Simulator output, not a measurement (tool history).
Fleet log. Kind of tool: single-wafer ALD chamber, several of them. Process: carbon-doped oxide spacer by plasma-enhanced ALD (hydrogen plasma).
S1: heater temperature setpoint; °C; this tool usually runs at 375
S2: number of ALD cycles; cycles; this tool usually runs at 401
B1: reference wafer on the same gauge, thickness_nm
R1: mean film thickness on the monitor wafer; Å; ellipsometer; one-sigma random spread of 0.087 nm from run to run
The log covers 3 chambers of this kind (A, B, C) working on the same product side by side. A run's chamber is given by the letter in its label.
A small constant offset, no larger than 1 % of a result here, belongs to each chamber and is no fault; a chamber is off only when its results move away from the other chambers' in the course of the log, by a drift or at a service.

Run 1C, hour 2.3: usual settings; B1 19.813. Result: R1 200.34 Å.
Run 2B, hour 6.8: usual settings; B1 19.805. Result: R1 201.35 Å.
Run 3A, hour 9.3: usual settings; B1 19.823. Result: R1 202.47 Å.
Run 4A, hour 14.2: usual settings; B1 19.779. Result: R1 202.62 Å.
Run 5C, hour 18.9: usual settings; B1 19.785. Result: R1 202.36 Å.
Run 6B, hour 23.1: usual settings; B1 19.819. Result: R1 201.65 Å.
Run 7A, hour 26.9: usual settings; B1 19.797. Result: R1 203.09 Å.
Run 8B, hour 31.5: usual settings but S2 427 cycles; B1 19.809. Result: R1 213.60 Å.
Run 9C, hour 33.9: usual settings but S2 427 cycles; B1 19.795. Result: R1 213.82 Å.
Run 10C, hour 37.1: usual settings but S2 427 cycles; B1 19.817. Result: R1 213.51 Å.
Run 11A, hour 41.8: usual settings; B1 19.765. Result: R1 201.87 Å.
Run 12B, hour 44.2: usual settings; B1 19.785. Result: R1 201.43 Å.
Run 13B, hour 46.7: usual settings; B1 19.789. Result: R1 200.17 Å.
Run 14A, hour 50.1: usual settings; B1 19.812. Result: R1 202.43 Å.
Run 15C, hour 54.3: usual settings; B1 19.781. Result: R1 201.55 Å.
Run 16C, hour 58.1: usual settings; B1 19.772. Result: R1 201.72 Å.
Run 17A, hour 61.6: usual settings but S1 363 °C, S2 356 cycles; B1 19.788. Result: R1 180.76 Å.
Run 18B, hour 64.5: usual settings but S1 363 °C, S2 356 cycles; B1 19.811. Result: R1 180.04 Å.
Run 19C, hour 67.3: usual settings but S1 363 °C, S2 356 cycles; B1 19.829. Result: R1 179.95 Å.
Run 20A, hour 71.5: usual settings; B1 19.800. Result: R1 203.99 Å.
Run 21B, hour 74.0: usual settings; B1 19.816. Result: R1 201.03 Å.
Run 22C, hour 78.6: usual settings but S1 386 °C, S2 465 cycles; B1 19.798. Result: R1 234.86 Å.
Run 23A, hour 83.3: usual settings but S1 386 °C, S2 465 cycles; B1 19.795. Result: R1 233.92 Å.
Run 24B, hour 86.2: usual settings but S1 386 °C, S2 465 cycles; B1 19.821. Result: R1 233.11 Å.
Run 25B, hour 88.8: usual settings; B1 19.816. Result: R1 201.10 Å.
Run 26A, hour 93.8: usual settings; B1 19.821. Result: R1 201.91 Å.
Run 27C, hour 95.9: usual settings; B1 19.785. Result: R1 200.49 Å.
Run 28A, hour 99.5: usual settings; B1 19.787. Result: R1 203.36 Å.
Run 29C, hour 103.5: usual settings; B1 19.803. Result: R1 202.50 Å.
Run 30B, hour 107.4: usual settings; B1 19.814. Result: R1 200.22 Å.
Run 31A, hour 111.9: usual settings but S1 384 °C, S2 350 cycles; B1 19.770. Result: R1 177.38 Å.
Run 32B, hour 115.4: usual settings but S1 384 °C, S2 350 cycles; B1 19.801. Result: R1 176.88 Å.
Run 33C, hour 119.8: usual settings but S1 384 °C, S2 350 cycles; B1 19.815. Result: R1 176.26 Å.
Run 34A, hour 123.2: usual settings; B1 19.773. Result: R1 201.74 Å.
Run 35B, hour 127.0: usual settings but S1 382 °C, S2 334 cycles; B1 19.804. Result: R1 168.83 Å.
Run 36C, hour 129.4: usual settings but S1 382 °C, S2 334 cycles; B1 19.818. Result: R1 168.38 Å.

Each of the 3 chambers runs these same settings next. Fill in every chamber's results:
Run 37A, hour 133.0: usual settings. Result: R1 ?.
Run 37B, hour 133.0: usual settings. Result: R1 ?.
Run 37C, hour 133.0: usual settings. Result: R1 ?.

run      R1
37A  202.27
37B  202.57
37C  200.87
